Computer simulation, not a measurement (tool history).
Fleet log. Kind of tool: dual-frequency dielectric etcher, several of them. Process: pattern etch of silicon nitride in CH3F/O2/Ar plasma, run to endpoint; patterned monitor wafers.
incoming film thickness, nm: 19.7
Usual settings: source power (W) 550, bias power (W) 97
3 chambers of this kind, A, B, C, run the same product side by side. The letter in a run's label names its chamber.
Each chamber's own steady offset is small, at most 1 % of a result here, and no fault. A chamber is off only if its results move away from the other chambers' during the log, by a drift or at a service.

run 1A hour=8.9 | source_power_(W)=550 bias_power_(W)=97 | endpoint_time_(s)=22.727
run 2C hour=16.1 | source_power_(W)=550 bias_power_(W)=97 | endpoint_time_(s)=22.794
run 3B hour=23.7 | source_power_(W)=550 bias_power_(W)=97 | endpoint_time_(s)=22.885
run 4C hour=33.6 | source_power_(W)=550 bias_power_(W)=97 | endpoint_time_(s)=22.698
run 5A hour=39.0 | source_power_(W)=550 bias_power_(W)=97 | endpoint_time_(s)=22.775
run 6B hour=47.6 | source_power_(W)=550 bias_power_(W)=97 | endpoint_time_(s)=23.035
run 7A hour=52.9 | source_power_(W)=550 bias_power_(W)=111 | endpoint_time_(s)=21.620
run 8B hour=60.7 | source_power_(W)=550 bias_power_(W)=111 | endpoint_time_(s)=21.813
-- hour=62.2 chamber C: wet clean of the chamber
run 9C hour=69.8 | source_power_(W)=550 bias_power_(W)=111 | endpoint_time_(s)=21.729
run 10C hour=78.1 | source_power_(W)=550 bias_power_(W)=97 | endpoint_time_(s)=22.585
run 11A hour=84.1 | source_power_(W)=410 bias_power_(W)=97 | endpoint_time_(s)=25.331
run 12B hour=91.9 | source_power_(W)=410 bias_power_(W)=97 | endpoint_time_(s)=25.607
-- hour=92.1 chamber A: wet clean of the chamber
run 13C hour=96.5 | source_power_(W)=410 bias_power_(W)=97 | endpoint_time_(s)=25.302
run 14A hour=105.4 | source_power_(W)=550 bias_power_(W)=97 | endpoint_time_(s)=22.156
run 15B hour=110.6 | source_power_(W)=550 bias_power_(W)=97 | endpoint_time_(s)=22.809
run 16B hour=118.6 | source_power_(W)=550 bias_power_(W)=97 | endpoint_time_(s)=23.051
run 17C hour=124.1 | source_power_(W)=610 bias_power_(W)=117 | endpoint_time_(s)=20.470
run 18A hour=133.8 | source_power_(W)=610 bias_power_(W)=117 | endpoint_time_(s)=19.702
run 19A hour=138.7 | source_power_(W)=610 bias_power_(W)=117 | endpoint_time_(s)=19.800
run 20B hour=144.3 | source_power_(W)=550 bias_power_(W)=97 | endpoint_time_(s)=22.858
run 21C hour=149.8 | source_power_(W)=550 bias_power_(W)=97 | endpoint_time_(s)=22.688
run 22B hour=158.1 | source_power_(W)=550 bias_power_(W)=97 | endpoint_time_(s)=23.054
run 23A hour=165.4 | source_power_(W)=550 bias_power_(W)=97 | endpoint_time_(s)=22.144
run 24C hour=173.8 | source_power_(W)=550 bias_power_(W)=97 | endpoint_time_(s)=22.709
run 25C hour=181.2 | source_power_(W)=550 bias_power_(W)=97 | endpoint_time_(s)=22.586
run 26B hour=190.7 | source_power_(W)=550 bias_power_(W)=97 | endpoint_time_(s)=23.008
run 27A hour=198.7 | source_power_(W)=550 bias_power_(W)=97 | endpoint_time_(s)=22.253
run 28C hour=204.5 | source_power_(W)=550 bias_power_(W)=97 | endpoint_time_(s)=22.680
run 29A hour=213.3 | source_power_(W)=550 bias_power_(W)=97 | endpoint_time_(s)=21.923
run 30B hour=219.0 | source_power_(W)=550 bias_power_(W)=97 | endpoint_time_(s)=22.943
run 31B hour=228.9 | source_power_(W)=550 bias_power_(W)=97 | endpoint_time_(s)=23.126
run 32A hour=233.5 | source_power_(W)=550 bias_power_(W)=97 | endpoint_time_(s)=22.062

What goes on in this fleet: one chamber off, a drifting gauge, or nothing beyond the chambers' own small offsets? Name the chamber and the cause, if any.

Chamber A has stood off from the others ever since a service on it.
Likeliest cause: etch rate over this chamber's usual, % = 3.02.

Below are 4 candidate recipes for chamber A's next run, each the usual settings with a change, their results shown as question marks. Which of them brings A's results back in line with what the other chambers give on the usual settings?
A result is in line if it is within this distance of the other chambers' mean on the usual settings: endpoint time (s) 0.340
run 33A-1 hour=240.7 | source_power_(W)=540 bias_power_(W)=96 | endpoint_time_(s)=?
run 33A-2 hour=240.7 | source_power_(W)=580 bias_power_(W)=102 | endpoint_time_(s)=?
run 33A-3 hour=240.7 | source_power_(W)=550 bias_power_(W)=100 | endpoint_time_(s)=?
run 33A-4 hour=240.7 | source_power_(W)=550 bias_power_(W)=87 | endpoint_time_(s)=?

What the other chambers average on the usual settings: endpoint time (s) 22.869
run=33A-1 endpoint_time_(s)=22.221
run=33A-2 endpoint_time_(s)=21.170
run=33A-3 endpoint_time_(s)=21.748
run=33A-4 endpoint_time_(s)=22.854
33A-4 is the one that brings the chamber's results back in line with the other chambers.
